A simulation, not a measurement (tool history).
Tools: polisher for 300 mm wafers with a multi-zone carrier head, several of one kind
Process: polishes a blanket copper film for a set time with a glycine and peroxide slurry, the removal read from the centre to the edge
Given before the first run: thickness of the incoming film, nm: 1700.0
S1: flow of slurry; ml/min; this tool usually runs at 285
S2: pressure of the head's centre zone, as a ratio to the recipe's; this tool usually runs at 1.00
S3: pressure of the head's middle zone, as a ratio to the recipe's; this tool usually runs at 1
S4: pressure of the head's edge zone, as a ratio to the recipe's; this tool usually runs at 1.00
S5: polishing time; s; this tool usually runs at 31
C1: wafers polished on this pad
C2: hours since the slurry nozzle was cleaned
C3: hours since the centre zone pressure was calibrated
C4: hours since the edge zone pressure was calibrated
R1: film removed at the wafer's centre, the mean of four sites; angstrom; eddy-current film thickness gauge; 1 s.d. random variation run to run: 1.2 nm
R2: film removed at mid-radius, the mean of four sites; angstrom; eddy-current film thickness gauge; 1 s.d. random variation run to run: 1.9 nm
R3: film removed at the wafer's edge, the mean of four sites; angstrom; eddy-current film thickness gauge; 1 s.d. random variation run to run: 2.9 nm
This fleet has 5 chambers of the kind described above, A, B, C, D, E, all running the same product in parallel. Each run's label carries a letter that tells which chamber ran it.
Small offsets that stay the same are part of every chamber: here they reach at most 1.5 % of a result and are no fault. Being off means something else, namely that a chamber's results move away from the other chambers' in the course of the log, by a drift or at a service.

| run | hour | S1 | S2 | S3 | S4 | S5 | C1 | C2 | C3 | C4 | R1 | R2 | R3 |
|---|---|---|---|---|---|---|---|---|---|---|---|---|---|
| 1C | 6.6 | 285 | 1.00 | 1 | 1.00 | 31 | 559 | 466.9 | 679.2 | 155.5 | 1963.7 | 1958.1 | 1998.4 |
|  | 9.5 | chamber B: worn pad replaced by a new one |
| 2A | 14.0 | 285 | 1.00 | 1 | 1.00 | 31 | 243 | 135.8 | 447.1 | 1199.6 | 1985.4 | 1992.3 | 1938.0 |
| 3B | 22.1 | 285 | 1.00 | 1 | 1.00 | 31 | 182 | 120.8 | 497.4 | 451.3 | 1980.3 | 1941.2 | 1947.5 |
| 4E | 30.3 | 285 | 1.00 | 1 | 1.00 | 31 | 538 | 116.8 | 348.7 | 739.4 | 1960.6 | 1986.5 | 2010.5 |
|  | 30.7 | chamber D: worn pad replaced by a new one |
|  | 32.4 | chamber B: centre zone pressure recalibrated |
| 5D | 39.2 | 340 | 1.00 | 1 | 1.00 | 41 | 123 | 123.7 | 385.4 | 613.7 | 2671.1 | 2630.6 | 2688.2 |
|  | 48.0 | chamber A: worn pad replaced by a new one |
| 6C | 48.1 | 340 | 1.00 | 1 | 1.00 | 41 | 1156 | 508.4 | 720.7 | 197.0 | 2654.2 | 2669.3 | 2630.4 |
| 7A | 55.7 | 340 | 1.00 | 1 | 1.00 | 41 | 111 | 177.5 | 488.8 | 1241.3 | 2684.4 | 2663.0 | 2614.7 |
|  | 59.6 | chamber E: worn pad replaced by a new one |
| 8D | 63.0 | 340 | 1.00 | 1 | 1.00 | 41 | 465 | 147.5 | 409.2 | 637.5 | 2647.1 | 2616.2 | 2713.2 |
| 9B | 71.2 | 340 | 1.00 | 1 | 1.00 | 41 | 888 | 169.9 | 38.8 | 500.4 | 2629.1 | 2620.7 | 2596.6 |
|  | 73.3 | chamber B: worn pad replaced by a new one |
| 10E | 75.7 | 285 | 1.00 | 1 | 1.00 | 31 | 232 | 162.2 | 394.1 | 784.8 | 1963.8 | 1993.9 | 2027.7 |
|  | 78.4 | chamber C: worn pad replaced by a new one |
| 11E | 82.1 | 285 | 1.00 | 1 | 1.00 | 31 | 324 | 168.6 | 400.5 | 791.2 | 1964.0 | 1977.1 | 1903.8 |
|  | 84.5 | chamber D: worn pad replaced by a new one |
|  | 85.1 | chamber A: edge zone pressure recalibrated |
| 12B | 89.6 | 285 | 1.00 | 1 | 1.00 | 31 | 235 | 188.3 | 57.2 | 518.8 | 1949.9 | 1962.4 | 1994.3 |
|  | 96.1 | chamber D: centre zone pressure recalibrated |
| 13D | 98.5 | 285 | 1.00 | 1 | 1.00 | 31 | 202 | 183.0 | 2.4 | 673.0 | 1868.1 | 1950.7 | 2026.7 |
|  | 107.1 | chamber A: worn pad replaced by a new one |
| 14C | 107.2 | 285 | 1.00 | 1 | 1.00 | 31 | 414 | 567.5 | 779.8 | 256.1 | 1951.1 | 1960.0 | 1944.5 |
| 15A | 114.6 | 285 | 1.00 | 1 | 1.00 | 31 | 108 | 236.4 | 547.7 | 29.5 | 1969.3 | 1981.3 | 1984.4 |
| 16A | 121.3 | 285 | 1.00 | 1 | 1.00 | 31 | 205 | 243.1 | 554.4 | 36.2 | 1981.6 | 1984.3 | 1948.4 |
|  | 127.6 | chamber B: worn pad replaced by a new one |
| 17B | 128.4 | 285 | 1.00 | 1 | 1.00 | 31 | 11 | 227.1 | 96.0 | 557.6 | 1978.8 | 1975.2 | 1979.0 |
| 18C | 134.9 | 285 | 1.00 | 1 | 1.00 | 31 | 813 | 595.2 | 807.5 | 283.8 | 1948.4 | 1965.2 | 1974.5 |
| 19E | 140.9 | 285 | 1.00 | 1 | 1.00 | 31 | 1170 | 227.4 | 459.3 | 850.0 | 1964.7 | 1981.6 | 1968.2 |
|  | 143.3 | chamber E: worn pad replaced by a new one |
|  | 147.6 | chamber D: worn pad replaced by a new one |
| 20D | 149.8 | 285 | 1.00 | 1 | 1.00 | 31 | 32 | 234.3 | 53.7 | 724.3 | 1869.9 | 1961.2 | 2022.7 |
| 21E | 154.5 | 285 | 1.00 | 1 | 1.00 | 31 | 161 | 241.0 | 472.9 | 863.6 | 1956.4 | 1986.9 | 1990.6 |
|  | 159.2 | chamber C: centre zone pressure recalibrated |
| 22D | 159.2 | 285 | 1.00 | 1 | 1.00 | 31 | 167 | 243.7 | 63.1 | 733.7 | 1855.8 | 1967.9 | 2005.1 |
|  | 162.1 | chamber A: worn pad replaced by a new one |
| 23A | 164.5 | 285 | 1.00 | 1 | 1.00 | 31 | 34 | 286.3 | 597.6 | 79.4 | 1982.0 | 2004.8 | 2046.6 |
|  | 166.1 | chamber B: slurry nozzle cleaned |
|  | 170.1 | chamber A: slurry nozzle cleaned |
|  | 171.4 | chamber C: worn pad replaced by a new one |
| 24C | 173.4 | 285 | 1.00 | 1 | 1.00 | 31 | 29 | 633.7 | 14.3 | 322.3 | 1958.1 | 1948.5 | 1939.3 |
| 25B | 180.1 | 285 | 1.00 | 1 | 1.00 | 31 | 755 | 14.0 | 147.7 | 609.3 | 1961.4 | 1956.1 | 1975.7 |
|  | 180.2 | chamber B: worn pad replaced by a new one |
| 26B | 187.5 | 285 | 1.10 | 1 | 1.08 | 31 | 106 | 21.4 | 155.1 | 616.7 | 2201.1 | 1943.8 | 2121.7 |
|  | 196.1 | chamber D: slurry nozzle cleaned |
| 27D | 196.2 | 285 | 1.10 | 1 | 1.08 | 31 | 699 | 0.1 | 100.1 | 770.7 | 2085.9 | 2010.6 | 2052.6 |
| 28E | 200.8 | 285 | 1.10 | 1 | 1.08 | 31 | 827 | 287.3 | 519.2 | 909.9 | 2172.0 | 1936.4 | 2095.8 |
| 29C | 207.4 | 285 | 1.10 | 1 | 1.08 | 31 | 518 | 667.7 | 48.3 | 356.3 | 2160.5 | 1977.2 | 2097.7 |
|  | 209.6 | chamber D: worn pad replaced by a new one |
|  | 210.2 | chamber E: worn pad replaced by a new one |
| 30A | 214.3 | 285 | 1.10 | 1 | 1.08 | 31 | 751 | 44.3 | 647.4 | 129.2 | 2204.9 | 1993.3 | 2039.9 |
| 31D | 219.1 | 285 | 1.00 | 1 | 1.00 | 31 | 137 | 23.0 | 123.0 | 793.6 | 1859.1 | 1974.1 | 1942.3 |
|  | 219.7 | chamber A: worn pad replaced by a new one |
|  | 221.2 | chamber C: edge zone pressure recalibrated |
| 32C | 225.5 | 285 | 1.00 | 1 | 1.00 | 31 | 778 | 685.8 | 66.4 | 4.4 | 1970.3 | 2026.7 | 1998.9 |
|  | 230.0 | chamber B: worn pad replaced by a new one |
| 33E | 230.6 | 285 | 1.00 | 1 | 1.00 | 31 | 294 | 317.1 | 549.0 | 939.7 | 1985.5 | 1964.0 | 1999.8 |
| 34B | 236.0 | 285 | 1.00 | 1 | 1.00 | 31 | 87 | 69.9 | 203.6 | 665.2 | 1980.3 | 1947.7 | 1983.3 |
| 35A | 244.4 | 285 | 1.00 | 1 | 1.00 | 31 | 355 | 74.4 | 677.5 | 159.3 | 1993.3 | 1947.9 | 1906.1 |
| 36C | 250.3 | 285 | 1.00 | 1 | 1.00 | 31 | 1135 | 710.6 | 91.2 | 29.2 | 1957.9 | 1995.6 | 1944.4 |
|  | 258.9 | chamber D: worn pad replaced by a new one |
| 37B | 259.3 | 285 | 1.00 | 1 | 1.00 | 31 | 422 | 93.2 | 226.9 | 688.5 | 1964.7 | 1909.9 | 2002.4 |
| 38E | 265.4 | 285 | 1.00 | 1 | 1.00 | 31 | 794 | 351.9 | 583.8 | 974.5 | 1951.0 | 1967.8 | 1963.0 |
|  | 270.0 | chamber A: worn pad replaced by a new one |
| 39A | 272.9 | 285 | 1.00 | 1 | 1.00 | 31 | 42 | 102.9 | 706.0 | 187.8 | 1985.7 | 1962.2 | 2009.2 |
| 40D | 280.2 | 285 | 1.00 | 1 | 1.00 | 31 | 307 | 84.1 | 184.1 | 854.7 | 1861.2 | 1932.4 | 1990.3 |
| 41D | 285.5 | 375 | 1.00 | 1 | 1.00 | 31 | 384 | 89.4 | 189.4 | 860.0 | 1915.3 | 2018.4 | 2008.1 |

Is one chamber off against the others, does the gauge drift, or is nothing wrong? If a chamber is off, say which, and what the likeliest cause is.

The work done on chamber D during a service left it standing apart from the others.
Most likely cause: centre zone's pressure below its setpoint, % = 4.88.

Chamber D could run next with any of the 4 candidate recipes listed below; each alters the usual settings, and their results appear as question marks. Which one brings its results back in line with what the other chambers deliver on the usual settings?
In line means no further than this from the other chambers' mean on the usual settings: R1 43.0 angstrom; R2 65.0 angstrom; R3 100.0 angstrom
| 42D-1 | 292.0 | 280 | 0.91 | 1 | 1.04 | 31 |  |  |  |  | ? | ? | ? |
| 42D-2 | 292.0 | 295 | 1.10 | 1 | 0.95 | 31 |  |  |  |  | ? | ? | ? |
| 42D-3 | 292.0 | 290 | 1.05 | 1 | 0.98 | 31 |  |  |  |  | ? | ? | ? |
| 42D-4 | 292.0 | 280 | 0.95 | 1 | 1.02 | 31 |  |  |  |  | ? | ? | ? |

The other chambers' mean on the usual settings: R1 1968.1 angstrom; R2 1966.7 angstrom; R3 1967.5 angstrom
| run | R1 | R2 | R3 |
|---|---|---|---|
| 42D-1 | 1679.0 | 1962.9 | 2029.0 |
| 42D-2 | 2087.8 | 1971.8 | 1944.5 |
| 42D-3 | 1979.0 | 1968.8 | 1972.9 |
| 42D-4 | 1762.4 | 1962.5 | 2008.5 |
42D-3 puts the chamber back in line with the other chambers.
